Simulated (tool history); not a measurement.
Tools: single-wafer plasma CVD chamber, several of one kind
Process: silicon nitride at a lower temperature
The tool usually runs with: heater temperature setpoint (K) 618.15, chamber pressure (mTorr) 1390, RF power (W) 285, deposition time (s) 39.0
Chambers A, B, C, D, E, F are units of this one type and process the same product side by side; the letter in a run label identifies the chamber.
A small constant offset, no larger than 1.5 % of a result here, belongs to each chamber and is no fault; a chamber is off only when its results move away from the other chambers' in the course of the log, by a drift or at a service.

run,hour,heater temperature setpoint (K),chamber pressure (mTorr),RF power (W),deposition time (s),"read-back reference wafer on the same gauge, thickness_nm",mean film thickness on the monitor wafer (angstrom)
# hour 1.0: chamber F: RF generator calibrated
1A,11.8,618.15,1390,285,39.0,38.396,427.08
2F,21.3,618.15,1390,285,39.0,38.396,427.33
3C,30.8,618.15,1390,285,39.0,38.392,425.03
4E,36.3,618.15,1390,285,39.0,38.377,426.63
5B,47.8,613.15,1390,285,43.2,38.389,479.14
# hour 48.1: chamber E: capacitance manometer re-zeroed and calibrated
6D,58.4,613.15,1390,285,43.2,38.402,466.45
7B,65.7,613.15,1390,285,43.2,38.394,478.57
8C,77.6,613.15,1390,285,43.2,38.397,470.52
9F,87.4,613.15,1390,285,43.2,38.420,475.77
10D,93.4,613.15,1390,285,43.2,38.404,466.62
11A,103.3,618.15,1390,285,39.0,38.388,427.27
12E,108.9,618.15,1390,285,39.0,38.397,425.63
13C,120.5,618.15,1390,285,39.0,38.398,424.52
# hour 123.0: chamber D: thermocouple changed; heater temperature recalibrated
14A,128.3,618.15,1390,285,39.0,38.392,427.69
15E,137.6,618.15,1390,285,39.0,38.395,425.54
16D,146.1,618.15,1390,285,39.0,38.408,420.30
17F,152.5,618.15,1390,285,39.0,38.421,427.21
18B,159.4,618.15,1390,285,39.0,38.387,432.25
19E,168.3,618.15,1390,285,39.0,38.387,425.53
20F,180.3,618.15,1060,285,39.0,38.403,394.63
21B,188.5,618.15,1060,285,39.0,38.383,398.24
22C,195.9,618.15,1060,285,39.0,38.382,394.35
23A,207.5,618.15,1060,285,39.0,38.407,394.61
24D,214.8,618.15,1060,285,39.0,38.383,384.63
25E,222.7,618.15,1060,285,39.0,38.412,392.32
26B,229.9,618.15,1390,285,39.0,38.391,431.40
27A,239.4,618.15,1130,285,34.2,38.395,352.47
28C,249.3,618.15,1130,285,34.2,38.409,350.71
29F,261.3,618.15,1130,285,34.2,38.395,352.38
30D,273.2,618.15,1130,285,34.2,38.429,343.19
31B,282.3,618.15,1130,285,34.2,38.405,354.74
32C,287.7,618.15,1130,285,34.2,38.390,351.74
33F,296.3,618.15,1390,285,39.0,38.403,427.49
34D,303.9,618.15,1390,285,39.0,38.404,414.93
35E,313.7,618.15,1390,285,39.0,38.398,425.57
36A,321.6,618.15,1390,285,39.0,38.392,427.66
37D,327.5,618.15,1390,285,39.0,38.395,415.45
38B,335.3,618.15,1390,285,39.0,38.398,430.85

Is one chamber off against the others, does the gauge drift, or is nothing wrong? If a chamber is off, say which, and what the likeliest cause is.

Little by little, chamber D moves away from the other chambers.
What lies behind it: true pressure below the setpoint (%) = 5.36.
From this log alone, it may not be told apart from: delivered RF power below the setpoint (%).

Below are 4 candidate recipes for chamber D's next run, each the usual settings with a change, their results shown as question marks. Which of them brings D's results back in line with what the other chambers give on the usual settings?
In line here means within this much of the mean the other chambers give on the usual settings: mean film thickness on the monitor wafer (angstrom) 3.40
39D-1,344.1,618.15,1390,285,40.2,,?
39D-2,344.1,618.15,1390,280,38.3,,?
39D-3,344.1,618.15,1390,285,38.5,,?
39D-4,344.1,618.15,1400,285,39.4,,?

On the usual settings, the other chambers give on average: mean film thickness on the monitor wafer (angstrom) 427.19
run,mean film thickness on the monitor wafer (angstrom)
39D-1,427.24
39D-2,402.18
39D-3,409.21
39D-4,419.64
The answer is 39D-1, which returns the chamber to within the allowed miss of the others.
